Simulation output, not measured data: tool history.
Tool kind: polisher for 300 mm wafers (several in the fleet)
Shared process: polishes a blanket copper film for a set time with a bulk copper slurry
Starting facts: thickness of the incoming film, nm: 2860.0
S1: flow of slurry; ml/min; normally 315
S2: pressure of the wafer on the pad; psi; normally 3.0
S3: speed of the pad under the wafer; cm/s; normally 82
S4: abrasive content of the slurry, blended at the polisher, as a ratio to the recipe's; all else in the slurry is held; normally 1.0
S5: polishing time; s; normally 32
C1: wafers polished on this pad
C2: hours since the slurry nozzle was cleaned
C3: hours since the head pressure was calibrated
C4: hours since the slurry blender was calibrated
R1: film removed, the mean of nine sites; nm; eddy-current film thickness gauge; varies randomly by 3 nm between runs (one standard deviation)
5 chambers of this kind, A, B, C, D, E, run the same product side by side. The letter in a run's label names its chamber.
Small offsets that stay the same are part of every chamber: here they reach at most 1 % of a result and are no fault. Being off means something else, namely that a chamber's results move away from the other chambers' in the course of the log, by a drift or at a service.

{"run": "1D", "day": 0.275, "S1": 315, "S2": 3.0, "S3": 82, "S4": 1.0, "S5": 32, "C1": 746, "C2": 237.9, "C3": 520.3, "C4": 75.7, "R1": 282.34}
{"day": 0.333, "done": "chamber B: worn pad replaced by a new one"}
{"day": 0.429, "done": "chamber D: worn pad replaced by a new one"}
{"run": "2B", "day": 0.633, "S1": 315, "S2": 3.0, "S3": 82, "S4": 1.0, "S5": 32, "C1": 101, "C2": 371.0, "C3": 355.8, "C4": 131.2, "R1": 282.9}
{"run": "3C", "day": 0.912, "S1": 315, "S2": 3.0, "S3": 82, "S4": 1.0, "S5": 32, "C1": 471, "C2": 179.5, "C3": 241.2, "C4": 160.0, "R1": 288.23}
{"day": 0.946, "done": "chamber C: slurry blender recalibrated"}
{"run": "4A", "day": 1.138, "S1": 315, "S2": 3.0, "S3": 82, "S4": 1.0, "S5": 32, "C1": 506, "C2": 82.6, "C3": 773.1, "C4": 96.6, "R1": 286.57}
{"run": "5E", "day": 1.454, "S1": 315, "S2": 3.0, "S3": 82, "S4": 1.0, "S5": 32, "C1": 576, "C2": 411.1, "C3": 247.6, "C4": 92.2, "R1": 285.41}
{"day": 1.55, "done": "chamber E: slurry nozzle cleaned"}
{"run": "6B", "day": 1.817, "S1": 315, "S2": 3.0, "S3": 82, "S4": 1.0, "S5": 32, "C1": 496, "C2": 399.4, "C3": 384.2, "C4": 159.6, "R1": 284.86}
{"run": "7A", "day": 2.125, "S1": 315, "S2": 3.0, "S3": 82, "S4": 1.0, "S5": 32, "C1": 836, "C2": 106.3, "C3": 796.8, "C4": 120.3, "R1": 285.79}
{"day": 2.371, "done": "chamber E: worn pad replaced by a new one"}
{"run": "8D", "day": 2.462, "S1": 250, "S2": 3.6, "S3": 82, "S4": 1.0, "S5": 32, "C1": 680, "C2": 290.4, "C3": 572.8, "C4": 128.2, "R1": 329.69}
{"run": "9E", "day": 2.629, "S1": 250, "S2": 3.6, "S3": 82, "S4": 1.0, "S5": 32, "C1": 87, "C2": 26.0, "C3": 275.8, "C4": 120.4, "R1": 336.69}
{"day": 2.633, "done": "chamber A: worn pad replaced by a new one"}
{"day": 2.683, "done": "chamber D: worn pad replaced by a new one"}
{"run": "10C", "day": 2.817, "S1": 250, "S2": 3.6, "S3": 82, "S4": 1.0, "S5": 32, "C1": 1108, "C2": 225.2, "C3": 286.9, "C4": 45.0, "R1": 336.96}
{"day": 2.858, "done": "chamber B: worn pad replaced by a new one"}
{"run": "11D", "day": 2.996, "S1": 250, "S2": 3.6, "S3": 82, "S4": 1.0, "S5": 32, "C1": 104, "C2": 303.2, "C3": 585.6, "C4": 141.0, "R1": 332.45}
{"run": "12C", "day": 3.167, "S1": 250, "S2": 3.6, "S3": 82, "S4": 1.0, "S5": 32, "C1": 1225, "C2": 233.6, "C3": 295.3, "C4": 53.4, "R1": 338.15}
{"run": "13B", "day": 3.442, "S1": 315, "S2": 3.0, "S3": 82, "S4": 1.0, "S5": 32, "C1": 195, "C2": 438.4, "C3": 423.2, "C4": 198.6, "R1": 283.05}
{"day": 3.6, "done": "chamber A: slurry blender recalibrated"}
{"day": 3.608, "done": "chamber C: head pressure recalibrated"}
{"day": 3.629, "done": "chamber C: worn pad replaced by a new one"}
{"day": 3.746, "done": "chamber D: slurry nozzle cleaned"}
{"run": "14A", "day": 3.775, "S1": 315, "S2": 3.0, "S3": 82, "S4": 1.0, "S5": 32, "C1": 382, "C2": 145.9, "C3": 836.4, "C4": 4.3, "R1": 282.99}
{"run": "15E", "day": 3.954, "S1": 315, "S2": 3.0, "S3": 82, "S4": 0.8, "S5": 32, "C1": 530, "C2": 57.8, "C3": 307.6, "C4": 152.2, "R1": 272.81}
{"run": "16A", "day": 4.188, "S1": 315, "S2": 3.0, "S3": 82, "S4": 0.8, "S5": 32, "C1": 520, "C2": 155.8, "C3": 846.3, "C4": 14.2, "R1": 272.14}
{"run": "17B", "day": 4.475, "S1": 315, "S2": 3.0, "S3": 82, "S4": 0.8, "S5": 32, "C1": 540, "C2": 463.2, "C3": 448.0, "C4": 223.4, "R1": 270.97}
{"run": "18E", "day": 4.717, "S1": 315, "S2": 3.0, "S3": 82, "S4": 0.8, "S5": 32, "C1": 785, "C2": 76.1, "C3": 325.9, "C4": 170.5, "R1": 269.01}
{"day": 4.971, "done": "chamber E: worn pad replaced by a new one"}
{"day": 4.971, "done": "chamber B: worn pad replaced by a new one"}
{"run": "19C", "day": 5.033, "S1": 315, "S2": 3.0, "S3": 82, "S4": 0.8, "S5": 32, "C1": 470, "C2": 278.4, "C3": 34.3, "C4": 98.2, "R1": 276.79}
{"run": "20D", "day": 5.308, "S1": 315, "S2": 3.0, "S3": 82, "S4": 1.0, "S5": 32, "C1": 877, "C2": 37.6, "C3": 641.1, "C4": 196.5, "R1": 279.57}
{"day": 5.346, "done": "chamber D: worn pad replaced by a new one"}
{"day": 5.521, "done": "chamber B: slurry blender recalibrated"}
{"run": "21D", "day": 5.592, "S1": 315, "S2": 3.0, "S3": 82, "S4": 1.0, "S5": 32, "C1": 83, "C2": 44.4, "C3": 647.9, "C4": 203.3, "R1": 291.09}
{"day": 5.642, "done": "chamber A: worn pad replaced by a new one"}
{"run": "22C", "day": 5.892, "S1": 315, "S2": 3.0, "S3": 82, "S4": 1.0, "S5": 32, "C1": 757, "C2": 299.0, "C3": 54.9, "C4": 118.8, "R1": 287.92}
{"run": "23A", "day": 6.171, "S1": 315, "S2": 3.0, "S3": 82, "S4": 1.0, "S5": 32, "C1": 177, "C2": 203.4, "C3": 893.9, "C4": 61.8, "R1": 286.13}
{"run": "24E", "day": 6.342, "S1": 315, "S2": 3.0, "S3": 82, "S4": 1.0, "S5": 32, "C1": 459, "C2": 115.1, "C3": 364.9, "C4": 209.5, "R1": 290.05}
{"run": "25B", "day": 6.671, "S1": 315, "S2": 3.0, "S3": 82, "S4": 1.0, "S5": 32, "C1": 569, "C2": 515.9, "C3": 500.7, "C4": 27.7, "R1": 282.17}
{"run": "26B", "day": 6.875, "S1": 315, "S2": 2.4, "S3": 82, "S4": 1.3, "S5": 32, "C1": 637, "C2": 520.8, "C3": 505.6, "C4": 32.6, "R1": 244.73}
{"run": "27E", "day": 7.083, "S1": 315, "S2": 2.4, "S3": 82, "S4": 1.3, "S5": 32, "C1": 707, "C2": 132.9, "C3": 382.7, "C4": 227.3, "R1": 246.43}
{"day": 7.2, "done": "chamber B: slurry nozzle cleaned"}
{"run": "28C", "day": 7.442, "S1": 315, "S2": 2.4, "S3": 82, "S4": 1.3, "S5": 32, "C1": 1275, "C2": 336.2, "C3": 92.1, "C4": 156.0, "R1": 244.48}
{"day": 7.571, "done": "chamber C: slurry blender recalibrated"}
{"day": 7.692, "done": "chamber B: worn pad replaced by a new one"}
{"run": "29A", "day": 7.788, "S1": 315, "S2": 2.4, "S3": 82, "S4": 1.3, "S5": 32, "C1": 717, "C2": 242.2, "C3": 932.7, "C4": 100.6, "R1": 239.0}
{"day": 7.979, "done": "chamber E: worn pad replaced by a new one"}
{"day": 8.108, "done": "chamber D: worn pad replaced by a new one"}
{"run": "30D", "day": 8.133, "S1": 315, "S2": 2.4, "S3": 82, "S4": 1.3, "S5": 32, "C1": 9, "C2": 105.4, "C3": 708.9, "C4": 264.3, "R1": 243.5}
{"day": 8.225, "done": "chamber A: worn pad replaced by a new one"}
{"run": "31D", "day": 8.475, "S1": 315, "S2": 3.0, "S3": 82, "S4": 1.0, "S5": 32, "C1": 123, "C2": 113.6, "C3": 717.1, "C4": 272.5, "R1": 280.39}
{"day": 8.483, "done": "chamber C: worn pad replaced by a new one"}
{"run": "32A", "day": 8.729, "S1": 315, "S2": 2.4, "S3": 82, "S4": 1.0, "S5": 32, "C1": 169, "C2": 264.8, "C3": 955.3, "C4": 123.2, "R1": 226.66}
{"run": "33B", "day": 8.917, "S1": 315, "S2": 2.4, "S3": 82, "S4": 1.0, "S5": 32, "C1": 409, "C2": 41.3, "C3": 554.6, "C4": 81.6, "R1": 229.99}
{"run": "34E", "day": 9.138, "S1": 315, "S2": 2.4, "S3": 82, "S4": 1.0, "S5": 32, "C1": 388, "C2": 182.2, "C3": 432.0, "C4": 276.6, "R1": 230.95}
{"day": 9.358, "done": "chamber B: head pressure recalibrated"}
{"run": "35C", "day": 9.392, "S1": 315, "S2": 2.4, "S3": 82, "S4": 1.0, "S5": 32, "C1": 304, "C2": 383.0, "C3": 138.9, "C4": 43.7, "R1": 230.85}
{"run": "36B", "day": 9.75, "S1": 315, "S2": 2.4, "S3": 82, "S4": 1.0, "S5": 32, "C1": 688, "C2": 61.3, "C3": 9.4, "C4": 101.6, "R1": 232.4}
{"run": "37D", "day": 10.058, "S1": 315, "S2": 3.0, "S3": 82, "S4": 1.0, "S5": 32, "C1": 653, "C2": 151.6, "C3": 755.1, "C4": 310.5, "R1": 280.71}
{"run": "38C", "day": 10.35, "S1": 315, "S2": 3.0, "S3": 82, "S4": 1.0, "S5": 32, "C1": 624, "C2": 406.0, "C3": 161.9, "C4": 66.7, "R1": 292.2}
{"day": 10.379, "done": "chamber D: worn pad replaced by a new one"}
{"day": 10.383, "done": "chamber E: worn pad replaced by a new one"}
{"day": 10.417, "done": "chamber A: slurry blender recalibrated"}
{"day": 10.508, "done": "chamber E: head pressure recalibrated"}
{"day": 10.554, "done": "chamber A: slurry nozzle cleaned"}
{"day": 10.617, "done": "chamber E: slurry blender recalibrated"}
{"run": "39E", "day": 10.671, "S1": 315, "S2": 3.0, "S3": 82, "S4": 1.0, "S5": 32, "C1": 96, "C2": 219.0, "C3": 4.0, "C4": 1.4, "R1": 285.16}
{"day": 10.867, "done": "chamber A: worn pad replaced by a new one"}
{"run": "40A", "day": 11.029, "S1": 315, "S2": 3.0, "S3": 82, "S4": 1.0, "S5": 32, "C1": 55, "C2": 11.4, "C3": 1010.5, "C4": 14.8, "R1": 286.01}
{"run": "41A", "day": 11.396, "S1": 315, "S2": 3.0, "S3": 82, "S4": 1.0, "S5": 32, "C1": 177, "C2": 20.2, "C3": 1019.3, "C4": 23.6, "R1": 286.2}
{"run": "42D", "day": 11.696, "S1": 315, "S2": 3.0, "S3": 82, "S4": 1.0, "S5": 32, "C1": 440, "C2": 190.9, "C3": 794.4, "C4": 349.8, "R1": 288.09}
{"run": "43E", "day": 12.038, "S1": 315, "S2": 3.0, "S3": 82, "S4": 1.0, "S5": 32, "C1": 553, "C2": 251.8, "C3": 36.8, "C4": 34.2, "R1": 289.39}

Read the log: is a single chamber off, either drifting away or since a service, is the gauge that measures every chamber drifting, or is nothing wrong beyond small per-chamber offsets? Name any odd chamber and what most likely caused it.

Nothing is wrong: each chamber keeps only its own small, steady offset and the gauge holds still.
